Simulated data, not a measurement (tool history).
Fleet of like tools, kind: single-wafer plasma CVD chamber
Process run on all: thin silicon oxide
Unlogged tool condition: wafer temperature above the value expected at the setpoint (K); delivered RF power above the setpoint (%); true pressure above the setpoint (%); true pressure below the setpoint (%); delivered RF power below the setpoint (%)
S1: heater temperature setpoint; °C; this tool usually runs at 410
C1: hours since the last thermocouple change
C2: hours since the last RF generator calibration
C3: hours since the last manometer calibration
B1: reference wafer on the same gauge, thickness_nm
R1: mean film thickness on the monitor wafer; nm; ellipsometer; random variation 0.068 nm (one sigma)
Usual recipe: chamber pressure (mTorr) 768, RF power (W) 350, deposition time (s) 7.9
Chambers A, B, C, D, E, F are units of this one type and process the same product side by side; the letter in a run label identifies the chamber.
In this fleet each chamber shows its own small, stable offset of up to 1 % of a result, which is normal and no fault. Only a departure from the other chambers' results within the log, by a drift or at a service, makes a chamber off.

{"run": "1B", "day": 0.283, "S1": 410, "chamber pressure (mTorr)": 768, "RF power (W)": 350, "deposition time (s)": 7.9, "C1": 1247.7, "C2": 1669.5, "C3": 1961.7, "B1": 15.217, "R1": 14.694}
{"run": "2F", "day": 0.504, "S1": 410, "chamber pressure (mTorr)": 768, "RF power (W)": 350, "deposition time (s)": 7.9, "C1": 1340.4, "C2": 944.1, "C3": 384.8, "B1": 15.202, "R1": 14.595}
{"run": "3D", "day": 0.838, "S1": 410, "chamber pressure (mTorr)": 768, "RF power (W)": 350, "deposition time (s)": 7.9, "C1": 826.5, "C2": 1338.7, "C3": 323.2, "B1": 15.211, "R1": 14.798}
{"run": "4E", "day": 1.104, "S1": 410, "chamber pressure (mTorr)": 768, "RF power (W)": 350, "deposition time (s)": 7.9, "C1": 175.4, "C2": 388.1, "C3": 1271, "B1": 15.207, "R1": 14.598}
{"run": "5C", "day": 1.55, "S1": 410, "chamber pressure (mTorr)": 768, "RF power (W)": 350, "deposition time (s)": 7.9, "C1": 814, "C2": 272.8, "C3": 1376.9, "B1": 15.197, "R1": 14.788}
{"run": "6A", "day": 1.825, "S1": 410, "chamber pressure (mTorr)": 768, "RF power (W)": 350, "deposition time (s)": 7.9, "C1": 1185.4, "C2": 1059, "C3": 1036.4, "B1": 15.19, "R1": 14.701}
{"run": "7D", "day": 2.108, "S1": 410, "chamber pressure (mTorr)": 768, "RF power (W)": 350, "deposition time (s)": 7.9, "C1": 857, "C2": 1369.2, "C3": 353.7, "B1": 15.2, "R1": 14.755}
{"day": 2.271, "done": "chamber B: RF generator calibrated"}
{"run": "8E", "day": 2.496, "S1": 410, "chamber pressure (mTorr)": 768, "RF power (W)": 350, "deposition time (s)": 7.9, "C1": 208.8, "C2": 421.5, "C3": 1304.4, "B1": 15.208, "R1": 14.523}
{"run": "9C", "day": 2.796, "S1": 410, "chamber pressure (mTorr)": 768, "RF power (W)": 350, "deposition time (s)": 7.9, "C1": 843.9, "C2": 302.7, "C3": 1406.8, "B1": 15.207, "R1": 14.852}
{"run": "10A", "day": 3.004, "S1": 410, "chamber pressure (mTorr)": 768, "RF power (W)": 350, "deposition time (s)": 7.9, "C1": 1213.7, "C2": 1087.3, "C3": 1064.7, "B1": 15.188, "R1": 14.7}
{"run": "11B", "day": 3.458, "S1": 410, "chamber pressure (mTorr)": 768, "RF power (W)": 350, "deposition time (s)": 7.9, "C1": 1323.9, "C2": 28.6, "C3": 2037.9, "B1": 15.206, "R1": 14.627}
{"run": "12F", "day": 3.862, "S1": 410, "chamber pressure (mTorr)": 768, "RF power (W)": 350, "deposition time (s)": 7.9, "C1": 1421, "C2": 1024.7, "C3": 465.4, "B1": 15.201, "R1": 14.599}
{"run": "13E", "day": 4.104, "S1": 410, "chamber pressure (mTorr)": 768, "RF power (W)": 350, "deposition time (s)": 7.9, "C1": 247.4, "C2": 460.1, "C3": 1343, "B1": 15.194, "R1": 14.473}
{"run": "14D", "day": 4.45, "S1": 410, "chamber pressure (mTorr)": 768, "RF power (W)": 350, "deposition time (s)": 7.9, "C1": 913.2, "C2": 1425.4, "C3": 409.9, "B1": 15.194, "R1": 14.675}
{"run": "15C", "day": 4.896, "S1": 410, "chamber pressure (mTorr)": 768, "RF power (W)": 350, "deposition time (s)": 7.9, "C1": 894.3, "C2": 353.1, "C3": 1457.2, "B1": 15.201, "R1": 14.773}
{"run": "16A", "day": 5.296, "S1": 417, "chamber pressure (mTorr)": 955, "RF power (W)": 350, "deposition time (s)": 7.9, "C1": 1268.7, "C2": 1142.3, "C3": 1119.7, "B1": 15.214, "R1": 17.65}
{"run": "17B", "day": 5.579, "S1": 417, "chamber pressure (mTorr)": 955, "RF power (W)": 350, "deposition time (s)": 7.9, "C1": 1374.8, "C2": 79.5, "C3": 2088.8, "B1": 15.196, "R1": 17.74}
{"run": "18F", "day": 5.908, "S1": 417, "chamber pressure (mTorr)": 955, "RF power (W)": 350, "deposition time (s)": 7.9, "C1": 1470.1, "C2": 1073.8, "C3": 514.5, "B1": 15.194, "R1": 17.631}
{"run": "19D", "day": 6.292, "S1": 417, "chamber pressure (mTorr)": 955, "RF power (W)": 350, "deposition time (s)": 7.9, "C1": 957.4, "C2": 1469.6, "C3": 454.1, "B1": 15.197, "R1": 17.783}
{"run": "20E", "day": 6.562, "S1": 417, "chamber pressure (mTorr)": 955, "RF power (W)": 350, "deposition time (s)": 7.9, "C1": 306.4, "C2": 519.1, "C3": 1402, "B1": 15.211, "R1": 17.545}
{"run": "21C", "day": 6.879, "S1": 417, "chamber pressure (mTorr)": 955, "RF power (W)": 350, "deposition time (s)": 7.9, "C1": 941.9, "C2": 400.7, "C3": 1504.8, "B1": 15.198, "R1": 17.933}
{"run": "22F", "day": 7.279, "S1": 410, "chamber pressure (mTorr)": 768, "RF power (W)": 350, "deposition time (s)": 7.9, "C1": 1503, "C2": 1106.7, "C3": 547.4, "B1": 15.2, "R1": 14.612}
{"run": "23A", "day": 7.621, "S1": 410, "chamber pressure (mTorr)": 768, "RF power (W)": 350, "deposition time (s)": 7.9, "C1": 1324.5, "C2": 1198.1, "C3": 1175.5, "B1": 15.209, "R1": 14.754}
{"run": "24B", "day": 7.946, "S1": 410, "chamber pressure (mTorr)": 768, "RF power (W)": 415, "deposition time (s)": 7.12, "C1": 1431.6, "C2": 136.3, "C3": 2145.6, "B1": 15.203, "R1": 14.066}
{"run": "25F", "day": 8.146, "S1": 410, "chamber pressure (mTorr)": 768, "RF power (W)": 415, "deposition time (s)": 7.12, "C1": 1523.8, "C2": 1127.5, "C3": 568.2, "B1": 15.203, "R1": 13.948}
{"run": "26D", "day": 8.588, "S1": 410, "chamber pressure (mTorr)": 768, "RF power (W)": 415, "deposition time (s)": 7.12, "C1": 1012.5, "C2": 1524.7, "C3": 509.2, "B1": 15.186, "R1": 14.521}
{"day": 8.642, "done": "chamber F: RF generator calibrated"}
{"run": "27E", "day": 8.867, "S1": 410, "chamber pressure (mTorr)": 768, "RF power (W)": 415, "deposition time (s)": 7.12, "C1": 361.7, "C2": 574.4, "C3": 1457.3, "B1": 15.195, "R1": 13.988}
{"run": "28C", "day": 9.188, "S1": 410, "chamber pressure (mTorr)": 768, "RF power (W)": 415, "deposition time (s)": 7.12, "C1": 997.3, "C2": 456.1, "C3": 1560.2, "B1": 15.194, "R1": 14.069}
{"run": "29A", "day": 9.567, "S1": 410, "chamber pressure (mTorr)": 768, "RF power (W)": 415, "deposition time (s)": 7.12, "C1": 1371.2, "C2": 1244.8, "C3": 1222.2, "B1": 15.193, "R1": 14.153}
{"run": "30B", "day": 9.996, "S1": 410, "chamber pressure (mTorr)": 768, "RF power (W)": 350, "deposition time (s)": 7.9, "C1": 1480.8, "C2": 185.5, "C3": 2194.8, "B1": 15.223, "R1": 14.611}
{"run": "31B", "day": 10.412, "S1": 410, "chamber pressure (mTorr)": 768, "RF power (W)": 350, "deposition time (s)": 7.9, "C1": 1490.8, "C2": 195.5, "C3": 2204.8, "B1": 15.173, "R1": 14.549}
{"run": "32C", "day": 10.625, "S1": 410, "chamber pressure (mTorr)": 768, "RF power (W)": 350, "deposition time (s)": 7.9, "C1": 1031.8, "C2": 490.6, "C3": 1594.7, "B1": 15.207, "R1": 14.805}
{"run": "33E", "day": 11.012, "S1": 410, "chamber pressure (mTorr)": 768, "RF power (W)": 350, "deposition time (s)": 7.9, "C1": 413.2, "C2": 625.9, "C3": 1508.8, "B1": 15.208, "R1": 14.639}
{"run": "34D", "day": 11.404, "S1": 410, "chamber pressure (mTorr)": 768, "RF power (W)": 350, "deposition time (s)": 7.9, "C1": 1080.1, "C2": 1592.3, "C3": 576.8, "B1": 15.2, "R1": 15.453}
{"run": "35F", "day": 11.804, "S1": 410, "chamber pressure (mTorr)": 768, "RF power (W)": 350, "deposition time (s)": 7.9, "C1": 1611.6, "C2": 76, "C3": 656, "B1": 15.218, "R1": 14.637}
{"run": "36A", "day": 12.233, "S1": 398, "chamber pressure (mTorr)": 768, "RF power (W)": 350, "deposition time (s)": 7.9, "C1": 1435.2, "C2": 1308.8, "C3": 1286.2, "B1": 15.194, "R1": 14.719}
{"run": "37B", "day": 12.6, "S1": 398, "chamber pressure (mTorr)": 768, "RF power (W)": 350, "deposition time (s)": 7.9, "C1": 1543.3, "C2": 248, "C3": 2257.3, "B1": 15.201, "R1": 14.706}
{"run": "38E", "day": 12.817, "S1": 398, "chamber pressure (mTorr)": 768, "RF power (W)": 350, "deposition time (s)": 7.9, "C1": 456.5, "C2": 669.2, "C3": 1552.1, "B1": 15.197, "R1": 14.717}
{"run": "39F", "day": 13.212, "S1": 398, "chamber pressure (mTorr)": 768, "RF power (W)": 350, "deposition time (s)": 7.9, "C1": 1645.4, "C2": 109.8, "C3": 689.8, "B1": 15.191, "R1": 14.774}

Predict what each chamber gives when all 6 of them run the settings below next.
{"run": "40A", "day": 13.542, "S1": 410, "chamber pressure (mTorr)": 768, "RF power (W)": 350, "deposition time (s)": 7.9, "R1": "?"}
{"run": "40B", "day": 13.542, "S1": 410, "chamber pressure (mTorr)": 768, "RF power (W)": 350, "deposition time (s)": 7.9, "R1": "?"}
{"run": "40C", "day": 13.542, "S1": 410, "chamber pressure (mTorr)": 768, "RF power (W)": 350, "deposition time (s)": 7.9, "R1": "?"}
{"run": "40D", "day": 13.542, "S1": 410, "chamber pressure (mTorr)": 768, "RF power (W)": 350, "deposition time (s)": 7.9, "R1": "?"}
{"run": "40E", "day": 13.542, "S1": 410, "chamber pressure (mTorr)": 768, "RF power (W)": 350, "deposition time (s)": 7.9, "R1": "?"}
{"run": "40F", "day": 13.542, "S1": 410, "chamber pressure (mTorr)": 768, "RF power (W)": 350, "deposition time (s)": 7.9, "R1": "?"}

run=40A R1=14.638
run=40B R1=14.548
run=40C R1=14.758
run=40D R1=15.679
run=40E R1=14.75
run=40F R1=14.625

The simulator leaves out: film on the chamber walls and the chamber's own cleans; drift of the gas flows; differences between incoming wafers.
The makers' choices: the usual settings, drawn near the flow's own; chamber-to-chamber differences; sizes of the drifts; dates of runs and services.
